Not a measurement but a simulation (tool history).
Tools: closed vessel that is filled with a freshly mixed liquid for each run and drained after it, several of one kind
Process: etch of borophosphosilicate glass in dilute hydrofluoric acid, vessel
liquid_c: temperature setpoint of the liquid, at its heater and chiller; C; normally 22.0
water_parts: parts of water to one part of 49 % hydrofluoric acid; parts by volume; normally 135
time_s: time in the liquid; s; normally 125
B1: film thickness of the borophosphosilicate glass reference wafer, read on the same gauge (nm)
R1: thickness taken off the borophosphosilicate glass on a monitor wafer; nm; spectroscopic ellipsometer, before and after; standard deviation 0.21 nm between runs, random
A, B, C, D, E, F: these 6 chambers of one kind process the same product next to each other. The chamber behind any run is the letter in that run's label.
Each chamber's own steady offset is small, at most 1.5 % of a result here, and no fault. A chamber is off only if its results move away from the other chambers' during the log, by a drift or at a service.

Run 1F, hour 9.7: usual settings; B1 89.979. Result: R1 30.428 nm.
Run 2C, hour 17.0: usual settings; B1 89.996. Result: R1 30.487 nm.
Run 3E, hour 31.1: usual settings; B1 90.024. Result: R1 30.689 nm.
Run 4A, hour 42.8: usual settings; B1 89.980. Result: R1 30.337 nm.
Run 5B, hour 54.6: usual settings; B1 90.013. Result: R1 30.175 nm.
Run 6D, hour 68.7: usual settings; B1 89.957. Result: R1 30.164 nm.
Run 7D, hour 78.6: usual settings but time_s 160 s; B1 89.983. Result: R1 38.926 nm.
Run 8F, hour 93.4: usual settings but time_s 160 s; B1 90.020. Result: R1 38.429 nm.
Run 9E, hour 101.3: usual settings but time_s 160 s; B1 89.986. Result: R1 39.967 nm.
Run 10B, hour 109.4: usual settings but time_s 160 s; B1 90.021. Result: R1 39.186 nm.
Run 11C, hour 116.9: usual settings but time_s 160 s; B1 89.992. Result: R1 39.061 nm.
Run 12A, hour 129.9: usual settings but time_s 160 s; B1 89.946. Result: R1 38.994 nm.
Run 13D, hour 141.1: usual settings; B1 89.983. Result: R1 29.728 nm.
Run 14E, hour 151.4: usual settings but liquid_c 26.5 C; B1 89.986. Result: R1 37.369 nm.
Run 15F, hour 163.9: usual settings but liquid_c 26.5 C; B1 89.989. Result: R1 36.011 nm.
Run 16B, hour 174.1: usual settings but liquid_c 26.5 C; B1 89.987. Result: R1 36.591 nm.
At hour 182.9: chamber C: hydrofluoric acid flow meter replaced.
Run 17C, hour 183.2: usual settings but liquid_c 26.5 C; B1 89.986. Result: R1 35.987 nm.
Run 18A, hour 195.9: usual settings but liquid_c 26.5 C; B1 89.982. Result: R1 35.854 nm.
Run 19C, hour 206.3: usual settings but liquid_c 26.5 C; B1 90.031. Result: R1 35.978 nm.
Run 20E, hour 221.4: usual settings; B1 90.003. Result: R1 32.226 nm.
Run 21F, hour 231.5: usual settings; B1 89.998. Result: R1 30.185 nm.
Run 22B, hour 247.4: usual settings; B1 89.991. Result: R1 30.801 nm.
Run 23D, hour 258.2: usual settings; B1 90.008. Result: R1 30.283 nm.
Run 24A, hour 273.6: usual settings; B1 90.053. Result: R1 29.933 nm.
Run 25D, hour 281.6: usual settings; B1 89.964. Result: R1 30.238 nm.
Run 26C, hour 290.3: usual settings; B1 89.982. Result: R1 30.350 nm.
Run 27E, hour 303.2: usual settings; B1 90.022. Result: R1 32.669 nm.
Run 28F, hour 310.4: usual settings; B1 89.993. Result: R1 30.599 nm.
Run 29B, hour 320.1: usual settings; B1 90.026. Result: R1 30.569 nm.
Run 30A, hour 334.4: usual settings; B1 89.955. Result: R1 30.320 nm.
Run 31D, hour 343.8: usual settings; B1 90.006. Result: R1 30.363 nm.
Run 32F, hour 354.6: usual settings; B1 90.012. Result: R1 30.245 nm.
Run 33B, hour 362.1: usual settings; B1 89.995. Result: R1 30.722 nm.
Run 34E, hour 372.6: usual settings; B1 89.974. Result: R1 32.954 nm.
Run 35A, hour 384.8: usual settings; B1 90.039. Result: R1 30.526 nm.
Run 36C, hour 398.9: usual settings; B1 89.999. Result: R1 30.568 nm.
Run 37F, hour 412.1: usual settings; B1 90.015. Result: R1 29.903 nm.
Run 38A, hour 424.1: usual settings; B1 89.953. Result: R1 30.490 nm.
Run 39C, hour 434.7: usual settings; B1 90.011. Result: R1 30.625 nm.
Run 40E, hour 450.1: usual settings; B1 89.966. Result: R1 33.445 nm.
Run 41B, hour 460.1: usual settings but time_s 100 s; B1 89.989. Result: R1 24.455 nm.

Read the log: is a single chamber off, either drifting away or since a service, is the gauge that measures every chamber drifting, or is nothing wrong beyond small per-chamber offsets? Name any odd chamber and what most likely caused it.

Little by little, chamber E moves away from the other chambers.
Most likely cause: hydrofluoric acid flow above the setpoint (%) = 8.38.
It could be hard to tell apart here from: liquid hotter than its thermometer reads (K).

Below are 4 candidate recipes for chamber E's next run, each the usual settings with a change, their results shown as question marks. Which of them brings E's results back in line with what the other chambers give on the usual settings?
Counts as in line when no further than this from what the other chambers average on the usual settings: R1 0.730 nm
Run 42E-1, hour 472.0: usual settings but liquid_c 21.5 C, time_s 115 s. Result: R1 ?.
Run 42E-2, hour 472.0: usual settings but water_parts 125 parts by volume, time_s 135 s. Result: R1 ?.
Run 42E-3, hour 472.0: usual settings but liquid_c 22.5 C, time_s 135 s. Result: R1 ?.
Run 42E-4, hour 472.0: usual settings but water_parts 145 parts by volume, time_s 115 s. Result: R1 ?.

On the usual settings, the other chambers give on average: R1 30.390 nm
  run      R1
42E-1  30.350
42E-2  39.604
42E-3  37.056
42E-4  28.545
The right change is 42E-1: it brings the chamber back within the allowed miss of the others.

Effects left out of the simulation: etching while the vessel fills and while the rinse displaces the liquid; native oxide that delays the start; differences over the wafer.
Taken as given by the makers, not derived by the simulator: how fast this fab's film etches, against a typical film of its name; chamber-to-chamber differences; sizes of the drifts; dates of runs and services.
